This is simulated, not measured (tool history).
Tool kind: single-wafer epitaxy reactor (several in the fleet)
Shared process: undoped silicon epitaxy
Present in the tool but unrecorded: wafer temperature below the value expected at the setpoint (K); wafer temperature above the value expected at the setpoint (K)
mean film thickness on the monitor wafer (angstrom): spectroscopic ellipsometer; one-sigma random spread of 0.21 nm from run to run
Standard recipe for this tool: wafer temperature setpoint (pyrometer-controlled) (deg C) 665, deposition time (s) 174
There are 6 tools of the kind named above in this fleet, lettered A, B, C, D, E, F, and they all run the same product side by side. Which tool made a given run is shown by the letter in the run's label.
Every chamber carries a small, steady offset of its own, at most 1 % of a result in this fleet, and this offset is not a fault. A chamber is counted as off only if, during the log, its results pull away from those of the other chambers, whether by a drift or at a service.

run,hour,wafer temperature setpoint (pyrometer-controlled) (deg C),deposition time (s),hours since the last pyrometer calibration,"read-back reference wafer on the same gauge, thickness_nm",mean film thickness on the monitor wafer (angstrom)
1E,3.9,665,174,2923.0,41.011,404.55
2A,7.2,665,174,661.5,40.966,398.17
3D,9.7,665,174,622.3,40.951,402.61
4B,13.4,665,174,710.2,41.058,402.79
5F,17.1,665,174,1122.4,41.008,402.29
6C,19.8,665,174,1052.4,40.963,401.39
7F,22.6,657,155,1127.9,40.992,303.46
8A,25.0,657,155,679.3,41.025,305.30
9E,27.0,657,155,2946.1,40.959,302.67
10C,29.9,657,155,1062.5,41.005,297.04
11B,33.1,657,155,729.9,41.051,301.08
12D,35.2,657,155,647.8,40.990,306.01
13C,38.4,665,174,1071.0,40.947,404.24
14B,40.2,665,162,737.0,40.983,374.18
15D,42.3,665,162,654.9,41.080,377.07
16F,44.2,665,162,1149.5,40.987,377.53
17A,48.0,665,162,702.3,41.016,372.88
18E,50.6,665,162,2969.7,40.989,383.53
19D,53.1,665,162,665.7,41.007,374.64
20A,55.6,655,156,709.9,41.014,295.68
21E,59.3,655,156,2978.4,41.008,295.67
22B,61.6,655,156,758.4,40.966,292.29
23F,63.8,655,156,1169.1,40.977,289.00
24C,67.0,655,156,1099.6,41.029,290.40
25C,70.3,655,156,1102.9,41.028,289.09
26F,74.2,665,174,1179.5,40.999,405.29
27B,76.3,665,174,773.1,41.010,402.24
28E,79.2,665,174,2998.3,40.984,406.23
29A,83.0,665,174,737.3,40.986,402.47
30D,85.0,665,174,697.6,40.962,402.44
31D,88.2,672,196,700.8,40.973,529.76
32E,92.0,672,196,3011.1,41.077,525.40
33B,94.2,672,196,791.0,41.018,523.95
34F,97.8,672,196,1203.1,40.967,529.29
35A,100.6,672,196,754.9,41.009,526.45
36C,103.0,672,196,1135.6,40.991,520.78
37A,105.1,665,174,759.4,40.969,405.59
38B,107.2,665,174,804.0,40.984,402.50
39F,109.4,665,174,1214.7,41.009,407.17
40C,113.6,665,174,1146.2,41.042,402.94

All chambers now run identical settings, listed one chamber a line with results as question marks. What results will each chamber show?
41A,116.6,665,174,,,?
41B,116.6,665,174,,,?
41C,116.6,665,174,,,?
41D,116.6,665,174,,,?
41E,116.6,665,174,,,?
41F,116.6,665,174,,,?

run,mean film thickness on the monitor wafer (angstrom)
41A,407.73
41B,404.99
41C,404.26
41D,402.32
41E,406.44
41F,403.18

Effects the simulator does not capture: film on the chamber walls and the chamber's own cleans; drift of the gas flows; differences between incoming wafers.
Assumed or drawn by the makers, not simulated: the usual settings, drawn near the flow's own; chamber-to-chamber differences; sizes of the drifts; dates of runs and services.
